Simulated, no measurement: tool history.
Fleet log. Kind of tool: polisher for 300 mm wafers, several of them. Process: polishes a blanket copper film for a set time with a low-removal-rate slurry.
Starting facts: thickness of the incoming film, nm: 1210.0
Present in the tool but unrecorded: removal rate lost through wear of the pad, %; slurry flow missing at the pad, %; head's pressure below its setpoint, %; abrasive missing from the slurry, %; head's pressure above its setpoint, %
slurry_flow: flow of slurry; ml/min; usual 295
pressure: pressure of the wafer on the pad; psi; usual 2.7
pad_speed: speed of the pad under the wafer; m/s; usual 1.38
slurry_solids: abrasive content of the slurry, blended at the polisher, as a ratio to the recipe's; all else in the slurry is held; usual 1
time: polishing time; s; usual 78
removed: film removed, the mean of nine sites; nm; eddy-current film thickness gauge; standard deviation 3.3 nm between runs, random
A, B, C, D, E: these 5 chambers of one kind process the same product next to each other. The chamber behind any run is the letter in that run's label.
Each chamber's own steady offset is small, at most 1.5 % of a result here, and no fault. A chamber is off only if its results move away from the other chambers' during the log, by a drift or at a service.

run	hour	slurry_flow	pressure	pad_speed	slurry_solids	time	wafers polished on this pad	hours since the slurry nozzle was cleaned	hours since the head pressure was calibrated	hours since the slurry blender was calibrated	removed
# hour 8.7: chamber B: slurry blender recalibrated
1B	10.8	295	2.7	1.38	1	78	908	172.1	418.4	2.2	280.8
2D	18.5	295	2.7	1.38	1	78	937	292.6	197.8	40.3	278.22
3E	28.4	295	2.7	1.38	1	78	424	436.8	1363	272.6	276.06
# hour 33.1: chamber D: worn pad replaced by a new one
# hour 38.8: chamber B: worn pad replaced by a new one
4A	43	295	2.7	1.38	1	78	439	71.2	397.3	103.7	277.13
5C	55.1	295	2.7	1.38	1	78	526	250.7	425.2	116.8	274.01
# hour 61.9: chamber E: head pressure recalibrated
# hour 64.4: chamber A: head pressure recalibrated
6B	64.5	250	2.7	1.38	1	63	235	225.8	472.1	55.9	216.44
# hour 76.8: chamber B: slurry nozzle cleaned
7A	79.8	250	2.7	1.38	1	63	775	108	15.5	140.5	217.09
8C	90	250	2.7	1.38	1	63	844	285.6	460.1	151.7	222.9
9E	98.2	250	2.7	1.38	1	63	1061	506.6	36.3	342.4	218.88
# hour 108.6: chamber E: worn pad replaced by a new one
10D	111.6	250	2.7	1.38	1	63	717	385.7	290.9	133.4	217.64
# hour 121.5: chamber A: worn pad replaced by a new one
11E	124.5	295	2.7	1.38	1	78	145	532.9	62.6	368.7	274.05
# hour 125.1: chamber A: slurry blender recalibrated
12C	138.4	295	2.7	1.38	1	78	1286	334	508.5	200.1	275
# hour 150.4: chamber B: worn pad replaced by a new one
13A	153.5	295	2.7	1.38	1	78	292	181.7	89.2	28.4	274.61
# hour 155.5: chamber D: worn pad replaced by a new one
# hour 165: chamber C: slurry blender recalibrated
14D	167.5	295	2.7	1.38	1	78	110	441.6	346.8	189.3	272.96
# hour 168.7: chamber E: slurry blender recalibrated
# hour 176.9: chamber C: worn pad replaced by a new one
15B	180.8	295	2.7	1.38	1	78	278	104	588.4	172.2	279.48
16B	190.5	295	2.7	1.38	0.8	95	366	113.7	598.1	181.9	329.85
17A	205.3	295	2.7	1.38	0.8	95	764	233.5	141	80.2	322.39
# hour 212: chamber E: slurry nozzle cleaned
18C	213.5	295	2.7	1.38	0.8	95	334	409.1	583.6	48.6	316.8
# hour 216.8: chamber C: head pressure recalibrated
# hour 223.2: chamber D: slurry nozzle cleaned
19D	227.8	295	2.7	1.38	0.8	95	660	4.6	407.1	249.6	321.16
# hour 232.7: chamber C: slurry nozzle cleaned
# hour 234.9: chamber A: worn pad replaced by a new one
20E	239.4	295	2.7	1.38	0.8	95	1194	27.5	177.5	70.7	321.73
# hour 250.1: chamber E: worn pad replaced by a new one
21A	254.4	295	2.7	1.38	1	78	178	282.6	190.1	129.3	277.58
# hour 255: chamber D: worn pad replaced by a new one
# hour 267.6: chamber B: worn pad replaced by a new one
22C	270.8	295	3.3	1.38	1	59	857	38.1	54	105.9	250.97
# hour 271: chamber B: head pressure recalibrated
23E	282.1	295	3.3	1.38	1	59	292	70.2	220.2	113.4	260.89
# hour 284.1: chamber A: slurry blender recalibrated
24D	293.1	295	3.3	1.38	1	59	347	69.9	472.4	314.9	244.41
25B	301.2	295	3.3	1.38	1	59	307	224.4	30.3	292.6	250.94
# hour 317.2: chamber B: slurry blender recalibrated
# hour 317.3: chamber B: slurry nozzle cleaned
26C	317.4	295	3.3	1.38	1	59	1282	84.7	100.6	152.5	259.84
# hour 324.4: chamber D: slurry blender recalibrated
# hour 329.7: chamber C: worn pad replaced by a new one
27D	332.9	295	3.2	1.38	1	78	711	109.7	512.2	8.6	315.64
28E	345.5	295	3.2	1.38	1	78	871	133.6	283.6	176.8	337.22
# hour 357.6: chamber A: worn pad replaced by a new one
29B	362	295	3.2	1.38	1	78	862	44.8	91.1	44.8	329.79
30A	372.6	295	3.2	1.38	1	78	137	400.8	308.3	88.5	330.09
# hour 372.7: chamber D: worn pad replaced by a new one
# hour 385.6: chamber E: worn pad replaced by a new one
31D	385.9	295	3.2	1.38	1	78	120	162.7	565.2	61.6	311.3
# hour 388.7: chamber B: worn pad replaced by a new one
# hour 390.1: chamber C: slurry blender recalibrated
32B	393.5	295	2.7	1.38	1	78	44	76.3	122.6	76.3	274.8
33A	409.2	295	2.7	1.38	1	78	471	437.4	344.9	125.1	277.35
34E	423.6	295	2.7	1.38	1	78	347	211.7	361.7	254.9	281.57
35C	437.9	295	2.7	1.38	1	78	987	205.2	221.1	47.8	274.58
# hour 442.3: chamber A: slurry blender recalibrated
# hour 446: chamber A: head pressure recalibrated
36D	453.2	295	2.7	1.38	1	78	734	230	632.5	128.9	260.04
# hour 455: chamber A: worn pad replaced by a new one
37C	469.8	295	2.7	1.38	1	78	1279	237.1	253	79.7	277.42
38B	483.4	295	2.7	1.38	1	78	864	166.2	212.5	166.2	274.26
# hour 489.6: chamber D: worn pad replaced by a new one
39A	497.8	295	2.7	1.38	1	78	391	526	51.9	55.5	274.16
40E	513.7	295	2.7	1.38	1	78	1169	301.8	451.8	345	282.33
# hour 514.3: chamber B: worn pad replaced by a new one
41A	523.2	295	2.7	1.38	1	78	623	551.4	77.3	80.9	277.12
# hour 529.9: chamber E: worn pad replaced by a new one
42D	532	295	2.7	1.38	1	78	387	308.8	711.3	207.7	257.3
43E	544.8	295	2.7	1.38	1	78	136	332.9	482.9	376.1	279.35
44B	555.9	295	2.7	1.38	1	78	380	238.7	285	238.7	281.53

All chambers now run identical settings, listed one chamber a line with results as question marks. What results will each chamber show?
45A	567.8	295	2.7	1.38	1	78					?
45B	567.8	295	2.7	1.38	1	78					?
45C	567.8	295	2.7	1.38	1	78					?
45D	567.8	295	2.7	1.38	1	78					?
45E	567.8	295	2.7	1.38	1	78					?

run	removed
45A	271.86
45B	278.5
45C	279.82
45D	257.1
45E	280.79
